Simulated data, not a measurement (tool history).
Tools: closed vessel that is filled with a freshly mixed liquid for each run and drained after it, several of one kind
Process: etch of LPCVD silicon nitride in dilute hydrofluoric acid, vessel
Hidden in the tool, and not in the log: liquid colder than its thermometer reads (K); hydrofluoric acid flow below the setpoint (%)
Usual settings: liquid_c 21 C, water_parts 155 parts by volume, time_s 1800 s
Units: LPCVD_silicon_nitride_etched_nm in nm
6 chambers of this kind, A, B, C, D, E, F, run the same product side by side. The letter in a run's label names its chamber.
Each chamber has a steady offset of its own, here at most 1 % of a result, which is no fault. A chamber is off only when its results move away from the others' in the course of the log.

run   hour  liquid_c  water_parts  time_s  hours since the thermometer was replaced  hours since the hydrofluoric acid flow meter was replaced  read-back film thickness of the LPCVD silicon nitride reference wafer, read on the same gauge (nm)  LPCVD_silicon_nitride_etched_nm
 1C    4.6        21          155    1800                                     287.0                                                      447.1                                                                                              60.014                           4.5070
 2A   10.5        21          155    1800                                     302.0                                                      365.7                                                                                              60.018                           4.5663
 3E   16.3        21          155    1800                                    1375.4                                                      349.4                                                                                              59.971                           4.5615
 4B   21.7        21          155    1800                                     592.1                                                      317.1                                                                                              59.989                           4.5122
 5D   24.4        21          155    1800                                     262.5                                                      712.5                                                                                              59.975                           4.5076
 6F   27.1        21          155    1800                                     406.6                                                     1416.1                                                                                              60.001                           4.4695
 7F   30.3        21          155    1800                                     409.8                                                     1419.3                                                                                              59.987                           4.5205
 8A   33.2        21          155    1800                                     324.7                                                      388.4                                                                                              59.968                           4.5403
 9D   36.3        21          155    1800                                     274.4                                                      724.4                                                                                              59.996                           4.5783
10C   39.2        21          155    1800                                     321.6                                                      481.7                                                                                              60.004                           4.5336
11E   43.4        21          155    1800                                    1402.5                                                      376.5                                                                                              60.011                           4.5297
12B   47.5        21          155    1800                                     617.9                                                      342.9                                                                                              59.997                           4.4950
13D   53.1        21          155    1800                                     291.2                                                      741.2                                                                                              60.016                           4.5131
14B   57.7        19          155    1800                                     628.1                                                      353.1                                                                                              59.998                           3.9018
15C   63.5        19          155    1800                                     345.9                                                      506.0                                                                                              59.996                           3.9680
16E   66.3        19          155    1800                                    1425.4                                                      399.4                                                                                              60.014                           3.9809
17F   70.8        19          155    1800                                     450.3                                                     1459.8                                                                                              60.032                           3.9165
18A   76.4        19          155    1800                                     367.9                                                      431.6                                                                                              60.000                           4.0004
19D   80.8        19          155    1800                                     318.9                                                      768.9                                                                                              59.966                           3.9251
20B   85.7        19          155    1800                                     656.1                                                      381.1                                                                                              60.006                           3.9308
21A   89.3        19          155    1800                                     380.8                                                      444.5                                                                                              59.991                           3.9525
22C   92.6        19          155    1800                                     375.0                                                      535.1                                                                                              59.987                           3.9416
23E   97.0        19          155    1800                                    1456.1                                                      430.1                                                                                              60.014                           3.9907
24F  102.9        19          155    1800                                     482.4                                                     1491.9                                                                                              60.007                           3.9348
25C  107.6        19          155    1800                                     390.0                                                      550.1                                                                                              59.993                           3.9660
26F  111.3        21           95    1200                                     490.8                                                     1500.3                                                                                              59.991                           4.8716
     113.1  -- chamber C: hydrofluoric acid flow meter replaced
     114.5  -- chamber E: thermometer replaced
27E  114.8        21           95    1200                                       0.3                                                      447.9                                                                                              59.989                           4.9305
28D  118.3        21           95    1200                                     356.4                                                      806.4                                                                                              59.994                           4.7675
29A  122.2        21           95    1200                                     413.7                                                      477.4                                                                                              60.016                           4.9208
30B  126.0        21           95    1200                                     696.4                                                      421.4                                                                                              60.013                           4.8278
31F  128.9        21           95    1200                                     508.4                                                     1517.9                                                                                              60.018                           4.9090
32C  133.9        21          155    1115                                     416.3                                                       20.9                                                                                              60.022                           2.8129
33D  139.7        21          155    1115                                     377.8                                                      827.8                                                                                              59.979                           2.7018
34E  144.3        21          155    1115                                      29.8                                                      477.4                                                                                              60.004                           2.8353
35B  150.0        21          155    1115                                     720.4                                                      445.4                                                                                              60.019                           2.7592
36A  155.7        21          155    1115                                     447.2                                                      510.9                                                                                              59.996                           2.8159
37E  159.0        21          155    1115                                      44.5                                                      492.1                                                                                              60.000                           2.8098
38C  162.0        21          155    1800                                     444.4                                                       49.0                                                                                              60.017                           4.5162

Next, every chamber runs the same settings. What will each give?
39A  166.3        21          155    1235                                                                                                                                                                                                                                         ?
39B  166.3        21          155    1235                                                                                                                                                                                                                                         ?
39C  166.3        21          155    1235                                                                                                                                                                                                                                         ?
39D  166.3        21          155    1235                                                                                                                                                                                                                                         ?
39E  166.3        21          155    1235                                                                                                                                                                                                                                         ?
39F  166.3        21          155    1235                                                                                                                                                                                                                                         ?

run  LPCVD_silicon_nitride_etched_nm
39A                           3.0975
39B                           3.0625
39C                           3.0978
39D                           2.9446
39E                           3.1217
39F                           3.0651

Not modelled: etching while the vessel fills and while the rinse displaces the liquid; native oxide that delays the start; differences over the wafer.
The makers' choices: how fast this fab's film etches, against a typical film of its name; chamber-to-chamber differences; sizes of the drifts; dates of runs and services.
